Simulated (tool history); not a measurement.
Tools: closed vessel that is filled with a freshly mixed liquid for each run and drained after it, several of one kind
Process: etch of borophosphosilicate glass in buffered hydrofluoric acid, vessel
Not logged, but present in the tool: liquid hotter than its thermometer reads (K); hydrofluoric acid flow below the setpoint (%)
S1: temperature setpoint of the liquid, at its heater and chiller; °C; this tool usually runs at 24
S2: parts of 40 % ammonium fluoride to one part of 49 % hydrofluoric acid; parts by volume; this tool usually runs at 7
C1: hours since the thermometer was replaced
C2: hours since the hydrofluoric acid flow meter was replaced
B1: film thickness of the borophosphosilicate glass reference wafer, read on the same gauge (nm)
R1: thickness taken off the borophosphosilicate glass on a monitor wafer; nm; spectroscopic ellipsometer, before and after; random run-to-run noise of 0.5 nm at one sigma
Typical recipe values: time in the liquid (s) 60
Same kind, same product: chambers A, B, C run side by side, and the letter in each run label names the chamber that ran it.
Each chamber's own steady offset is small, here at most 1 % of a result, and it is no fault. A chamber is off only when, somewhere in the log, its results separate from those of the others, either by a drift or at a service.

run 1A hour=3.7 | S1=24 S2=7 time_in_the_liquid_(s)=60 | C1=2143.7 C2=147.0 | B1=100.010 | R1=120.950
run 2B hour=8.6 | S1=24 S2=7 time_in_the_liquid_(s)=60 | C1=762.5 C2=773.8 | B1=100.010 | R1=120.060
run 3C hour=13.7 | S1=24 S2=7 time_in_the_liquid_(s)=60 | C1=107.0 C2=791.7 | B1=99.955 | R1=121.440
run 4C hour=18.7 | S1=24 S2=7 time_in_the_liquid_(s)=60 | C1=112.0 C2=796.7 | B1=99.991 | R1=120.820
run 5A hour=21.7 | S1=24 S2=7 time_in_the_liquid_(s)=60 | C1=2161.7 C2=165.0 | B1=100.030 | R1=121.570
run 6B hour=24.2 | S1=24 S2=7 time_in_the_liquid_(s)=60 | C1=778.1 C2=789.4 | B1=100.020 | R1=120.890
-- hour=24.3 chamber A: thermometer replaced
run 7A hour=27.4 | S1=24 S2=7 time_in_the_liquid_(s)=60 | C1=3.2 C2=170.7 | B1=99.993 | R1=121.250
run 8B hour=32.0 | S1=21 S2=10 time_in_the_liquid_(s)=60 | C1=785.9 C2=797.2 | B1=99.960 | R1=72.642
run 9C hour=34.6 | S1=21 S2=10 time_in_the_liquid_(s)=60 | C1=127.9 C2=812.6 | B1=100.020 | R1=73.102
run 10A hour=38.6 | S1=21 S2=10 time_in_the_liquid_(s)=60 | C1=14.4 C2=181.9 | B1=100.000 | R1=72.532
run 11B hour=41.8 | S1=24 S2=7 time_in_the_liquid_(s)=60 | C1=795.7 C2=807.0 | B1=100.020 | R1=119.450
run 12C hour=46.2 | S1=24 S2=7 time_in_the_liquid_(s)=60 | C1=139.5 C2=824.2 | B1=99.994 | R1=120.090
run 13B hour=49.7 | S1=24 S2=7 time_in_the_liquid_(s)=75 | C1=803.6 C2=814.9 | B1=100.040 | R1=149.330
run 14C hour=52.3 | S1=24 S2=7 time_in_the_liquid_(s)=75 | C1=145.6 C2=830.3 | B1=99.972 | R1=147.930
run 15A hour=56.8 | S1=24 S2=7 time_in_the_liquid_(s)=75 | C1=32.6 C2=200.1 | B1=100.020 | R1=150.790
run 16C hour=61.7 | S1=24 S2=7 time_in_the_liquid_(s)=60 | C1=155.0 C2=839.7 | B1=100.020 | R1=116.860
run 17B hour=64.5 | S1=24 S2=7 time_in_the_liquid_(s)=60 | C1=818.4 C2=829.7 | B1=99.981 | R1=120.900
run 18A hour=67.4 | S1=24 S2=7 time_in_the_liquid_(s)=60 | C1=43.2 C2=210.7 | B1=100.010 | R1=120.990
run 19C hour=71.3 | S1=24 S2=7 time_in_the_liquid_(s)=60 | C1=164.6 C2=849.3 | B1=100.000 | R1=116.290
run 20A hour=75.0 | S1=24 S2=7 time_in_the_liquid_(s)=60 | C1=50.8 C2=218.3 | B1=100.000 | R1=121.380
run 21B hour=79.9 | S1=26 S2=7 time_in_the_liquid_(s)=75 | C1=833.8 C2=845.1 | B1=100.020 | R1=166.770

Has any chamber moved away from the others, gradually or after a service, or does the common gauge drift, or do the chambers differ only by their own small steady offsets? State the chamber and the most likely cause if one applies.

It is chamber C that slowly wanders off from its peers.
Likeliest cause: hydrofluoric acid flow below the setpoint (%) = 5.2.
Not necessarily distinguishable in this log from: liquid colder than its thermometer reads (K).

Chamber C could run next with any of the 4 candidate recipes listed below; each alters the usual settings, and their results appear as question marks. Which one brings its results back in line with what the other chambers deliver on the usual settings?
To be in line, a result may differ from the other chambers' mean on the usual settings by at most: R1 1.700 nm
run 22C-1 hour=83.6 | S1=22.5 S2=7 time_in_the_liquid_(s)=60 | R1=?
run 22C-2 hour=83.6 | S1=23.0 S2=7 time_in_the_liquid_(s)=60 | R1=?
run 22C-3 hour=83.6 | S1=25.0 S2=7 time_in_the_liquid_(s)=60 | R1=?
run 22C-4 hour=83.6 | S1=24.0 S2=7 time_in_the_liquid_(s)=65 | R1=?

On the usual settings, the other chambers give on average: R1 120.570 nm
run=22C-1 R1=105.910
run=22C-2 R1=108.820
run=22C-3 R1=120.970
run=22C-4 R1=124.280
22C-3 brings the chamber back in line.
